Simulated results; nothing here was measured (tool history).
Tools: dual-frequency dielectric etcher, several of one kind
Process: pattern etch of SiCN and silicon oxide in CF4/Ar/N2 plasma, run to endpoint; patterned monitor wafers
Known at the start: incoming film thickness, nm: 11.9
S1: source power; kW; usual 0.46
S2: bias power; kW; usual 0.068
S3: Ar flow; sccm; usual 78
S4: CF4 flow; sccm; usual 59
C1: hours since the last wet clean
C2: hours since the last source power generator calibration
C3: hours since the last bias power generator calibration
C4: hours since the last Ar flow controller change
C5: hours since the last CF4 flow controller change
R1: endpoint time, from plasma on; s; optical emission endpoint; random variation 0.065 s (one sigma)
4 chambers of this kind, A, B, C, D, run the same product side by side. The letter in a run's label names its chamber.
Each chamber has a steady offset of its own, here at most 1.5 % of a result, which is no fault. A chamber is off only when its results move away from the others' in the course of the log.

run 1B day=0.421 | S1=0.46 S2=0.068 S3=78 S4=59 | C1=224.3 C2=238.3 C3=127.8 C4=2636.5 C5=541.7 | R1=13.657
run 2D day=0.708 | S1=0.46 S2=0.068 S3=78 S4=59 | C1=449.3 C2=617.2 C3=1719.4 C4=833.8 C5=1521.6 | R1=13.533
run 3C day=0.958 | S1=0.46 S2=0.068 S3=78 S4=59 | C1=204.3 C2=623.9 C3=1029 C4=722 C5=3171.9 | R1=13.556
run 4A day=1.158 | S1=0.46 S2=0.068 S3=78 S4=59 | C1=484.9 C2=1315.3 C3=3449.2 C4=4259.5 C5=518.8 | R1=13.519
run 5B day=1.583 | S1=0.46 S2=0.068 S3=78 S4=59 | C1=252.2 C2=266.2 C3=155.7 C4=2664.4 C5=569.6 | R1=13.68
run 6D day=1.804 | S1=0.46 S2=0.068 S3=78 S4=59 | C1=475.6 C2=643.5 C3=1745.7 C4=860.1 C5=1547.9 | R1=13.401
run 7A day=2.004 | S1=0.5 S2=0.068 S3=89 S4=59 | C1=505.2 C2=1335.6 C3=3469.5 C4=4279.8 C5=539.1 | R1=12.9
run 8C day=2.275 | S1=0.5 S2=0.068 S3=89 S4=59 | C1=235.9 C2=655.5 C3=1060.6 C4=753.6 C5=3203.5 | R1=12.986
run 9B day=2.629 | S1=0.5 S2=0.068 S3=89 S4=59 | C1=277.3 C2=291.3 C3=180.8 C4=2689.5 C5=594.7 | R1=12.978
run 10C day=2.879 | S1=0.5 S2=0.068 S3=89 S4=59 | C1=250.4 C2=670 C3=1075.1 C4=768.1 C5=3218 | R1=13.025
run 11D day=3.121 | S1=0.46 S2=0.068 S3=78 S4=59 | C1=507.2 C2=675.1 C3=1777.3 C4=891.7 C5=1579.5 | R1=13.549
run 12A day=3.417 | S1=0.56 S2=0.068 S3=78 S4=59 | C1=539.1 C2=1369.5 C3=3503.4 C4=4313.7 C5=573 | R1=11.486
run 13C day=3.646 | S1=0.56 S2=0.068 S3=78 S4=59 | C1=268.8 C2=688.4 C3=1093.5 C4=786.5 C5=3236.4 | R1=11.516
run 14B day=3.871 | S1=0.56 S2=0.068 S3=78 S4=59 | C1=307.1 C2=321.1 C3=210.6 C4=2719.3 C5=624.5 | R1=11.393
-- day=3.917 chamber A: wet clean of the chamber
run 15A day=4.108 | S1=0.56 S2=0.068 S3=78 S4=59 | C1=4.6 C2=1386.1 C3=3520 C4=4330.3 C5=589.6 | R1=11.426
run 16D day=4.496 | S1=0.46 S2=0.068 S3=78 S4=64 | C1=540.2 C2=708.1 C3=1810.3 C4=924.7 C5=1612.5 | R1=13.358
run 17B day=4.721 | S1=0.46 S2=0.068 S3=78 S4=64 | C1=327.5 C2=341.5 C3=231 C4=2739.7 C5=644.9 | R1=13.566
run 18D day=5.088 | S1=0.46 S2=0.068 S3=78 S4=64 | C1=554.4 C2=722.3 C3=1824.5 C4=938.9 C5=1626.7 | R1=13.378
run 19A day=5.508 | S1=0.46 S2=0.068 S3=78 S4=64 | C1=38.2 C2=1419.7 C3=3553.6 C4=4363.9 C5=623.2 | R1=13.476
run 20C day=5.696 | S1=0.46 S2=0.068 S3=78 S4=59 | C1=318 C2=737.6 C3=1142.7 C4=835.7 C5=3285.6 | R1=13.7
run 21C day=6.004 | S1=0.46 S2=0.068 S3=78 S4=59 | C1=325.4 C2=745 C3=1150.1 C4=843.1 C5=3293 | R1=13.603
run 22D day=6.388 | S1=0.46 S2=0.068 S3=78 S4=59 | C1=585.6 C2=753.5 C3=1855.7 C4=970.1 C5=1657.9 | R1=13.512
run 23A day=6.679 | S1=0.46 S2=0.068 S3=78 S4=59 | C1=66.3 C2=1447.8 C3=3581.7 C4=4392 C5=651.3 | R1=13.537
run 24B day=7 | S1=0.46 S2=0.068 S3=78 S4=59 | C1=382.2 C2=396.2 C3=285.7 C4=2794.4 C5=699.6 | R1=13.572
run 25B day=7.412 | S1=0.46 S2=0.068 S3=78 S4=59 | C1=392.1 C2=406.1 C3=295.6 C4=2804.3 C5=709.5 | R1=13.598
run 26A day=7.608 | S1=0.46 S2=0.068 S3=78 S4=59 | C1=88.6 C2=1470.1 C3=3604 C4=4414.3 C5=673.6 | R1=13.712
-- day=7.812 chamber C: wet clean of the chamber
run 27C day=7.821 | S1=0.46 S2=0.068 S3=78 S4=59 | C1=0.3 C2=788.6 C3=1193.7 C4=886.7 C5=3336.6 | R1=13.663
run 28D day=8.171 | S1=0.46 S2=0.068 S3=78 S4=59 | C1=628.4 C2=796.3 C3=1898.5 C4=1012.9 C5=1700.7 | R1=13.64
run 29A day=8.383 | S1=0.46 S2=0.068 S3=78 S4=59 | C1=107.2 C2=1488.7 C3=3622.6 C4=4432.9 C5=692.2 | R1=13.767
run 30D day=8.675 | S1=0.46 S2=0.068 S3=78 S4=59 | C1=640.5 C2=808.4 C3=1910.6 C4=1025 C5=1712.8 | R1=13.552
-- day=8.862 chamber D: wet clean of the chamber
run 31B day=8.888 | S1=0.46 S2=0.068 S3=78 S4=59 | C1=427.5 C2=441.5 C3=331 C4=2839.7 C5=744.9 | R1=13.692
run 32C day=9.075 | S1=0.46 S2=0.068 S3=78 S4=59 | C1=30.4 C2=818.7 C3=1223.8 C4=916.8 C5=3366.7 | R1=13.7
run 33A day=9.329 | S1=0.46 S2=0.068 S3=78 S4=59 | C1=129.9 C2=1511.4 C3=3645.3 C4=4455.6 C5=714.9 | R1=13.563
run 34C day=9.625 | S1=0.46 S2=0.068 S3=78 S4=59 | C1=43.6 C2=831.9 C3=1237 C4=930 C5=3379.9 | R1=13.645
run 35D day=9.896 | S1=0.4 S2=0.068 S3=78 S4=71 | C1=24.8 C2=837.7 C3=1939.9 C4=1054.3 C5=1742.1 | R1=14.946
run 36B day=10.296 | S1=0.4 S2=0.068 S3=78 S4=71 | C1=461.3 C2=475.3 C3=364.8 C4=2873.5 C5=778.7 | R1=14.997

All 4 chambers run these settings next. Forecast each chamber's results:
run 37A day=10.6 | S1=0.46 S2=0.068 S3=78 S4=71 | R1=?
run 37B day=10.6 | S1=0.46 S2=0.068 S3=78 S4=71 | R1=?
run 37C day=10.6 | S1=0.46 S2=0.068 S3=78 S4=71 | R1=?
run 37D day=10.6 | S1=0.46 S2=0.068 S3=78 S4=71 | R1=?

run=37A R1=13.289
run=37B R1=13.221
run=37C R1=13.285
run=37D R1=13.04
